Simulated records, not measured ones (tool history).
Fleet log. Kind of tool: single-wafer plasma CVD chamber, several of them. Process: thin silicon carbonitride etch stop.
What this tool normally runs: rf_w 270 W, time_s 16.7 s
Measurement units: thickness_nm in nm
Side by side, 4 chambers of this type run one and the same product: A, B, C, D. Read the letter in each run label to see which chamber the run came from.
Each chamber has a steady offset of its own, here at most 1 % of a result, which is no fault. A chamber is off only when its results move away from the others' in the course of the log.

| run | hour | rf_w | time_s | hours since the last thermocouple change | hours since the last RF generator calibration | read-back reference wafer on the same gauge, thickness_nm | thickness_nm |
|---|---|---|---|---|---|---|---|
| 1A | 7 | 270 | 16.7 | 2134 | 2298.7 | 8.4993 | 10.496 |
| 2C | 18.7 | 270 | 16.7 | 131.6 | 1447.2 | 8.499 | 10.408 |
| 3D | 27.2 | 270 | 16.7 | 1167 | 985.9 | 8.4962 | 10.421 |
| 4B | 39.3 | 270 | 16.7 | 775.7 | 985.5 | 8.4958 | 10.416 |
| 5C | 45.3 | 220 | 16.7 | 158.2 | 1473.8 | 8.4914 | 9.775 |
| 6D | 55 | 220 | 16.7 | 1194.8 | 1013.7 | 8.4934 | 9.766 |
| 7B | 64.6 | 220 | 16.7 | 801 | 1010.8 | 8.4867 | 9.809 |
| 8A | 74.1 | 220 | 16.7 | 2201.1 | 2365.8 | 8.4856 | 9.8645 |
| 9B | 79.8 | 270 | 16.7 | 816.2 | 1026 | 8.4878 | 10.39 |
|  | 88.5 | chamber A: thermocouple changed; heater temperature recalibrated |
| 10D | 92.3 | 270 | 16.7 | 1232.1 | 1051 | 8.4839 | 10.402 |
| 11C | 101.6 | 270 | 16.7 | 214.5 | 1530.1 | 8.4832 | 10.369 |
| 12A | 112 | 270 | 16.7 | 23.5 | 2403.7 | 8.4801 | 10.441 |
|  | 117.7 | chamber D: RF generator calibrated |
| 13C | 121.8 | 270 | 16.7 | 234.7 | 1550.3 | 8.4777 | 10.386 |
| 14D | 133.3 | 320 | 16.7 | 1273.1 | 15.6 | 8.4781 | 10.94 |
| 15A | 140.1 | 320 | 16.7 | 51.6 | 2431.8 | 8.4758 | 11.004 |
| 16B | 148.5 | 320 | 16.7 | 884.9 | 1094.7 | 8.4739 | 10.91 |
| 17C | 161.1 | 320 | 16.7 | 274 | 1589.6 | 8.4718 | 10.905 |
| 18B | 170.7 | 270 | 16.7 | 907.1 | 1116.9 | 8.4715 | 10.391 |
| 19A | 184 | 240 | 16.7 | 95.5 | 2475.7 | 8.47 | 10.095 |
| 20D | 190.5 | 240 | 16.7 | 1330.3 | 72.8 | 8.468 | 10.004 |
| 21B | 198 | 240 | 16.7 | 934.4 | 1144.2 | 8.467 | 10.03 |
| 22A | 210.7 | 240 | 16.7 | 122.2 | 2502.4 | 8.4636 | 10.087 |
| 23C | 220.4 | 220 | 14.9 | 333.3 | 1648.9 | 8.4626 | 8.6809 |
| 24D | 228.9 | 220 | 14.9 | 1368.7 | 111.2 | 8.461 | 8.698 |

Does one chamber stand apart from the rest, does the shared gauge drift, or is all well apart from small per-chamber offsets? Give the chamber and the most likely cause, where there is one.

None of the chambers is off. What moves is the gauge, dragging all their readings along together.
Most likely cause: gauge reads low (%) = 0.479.

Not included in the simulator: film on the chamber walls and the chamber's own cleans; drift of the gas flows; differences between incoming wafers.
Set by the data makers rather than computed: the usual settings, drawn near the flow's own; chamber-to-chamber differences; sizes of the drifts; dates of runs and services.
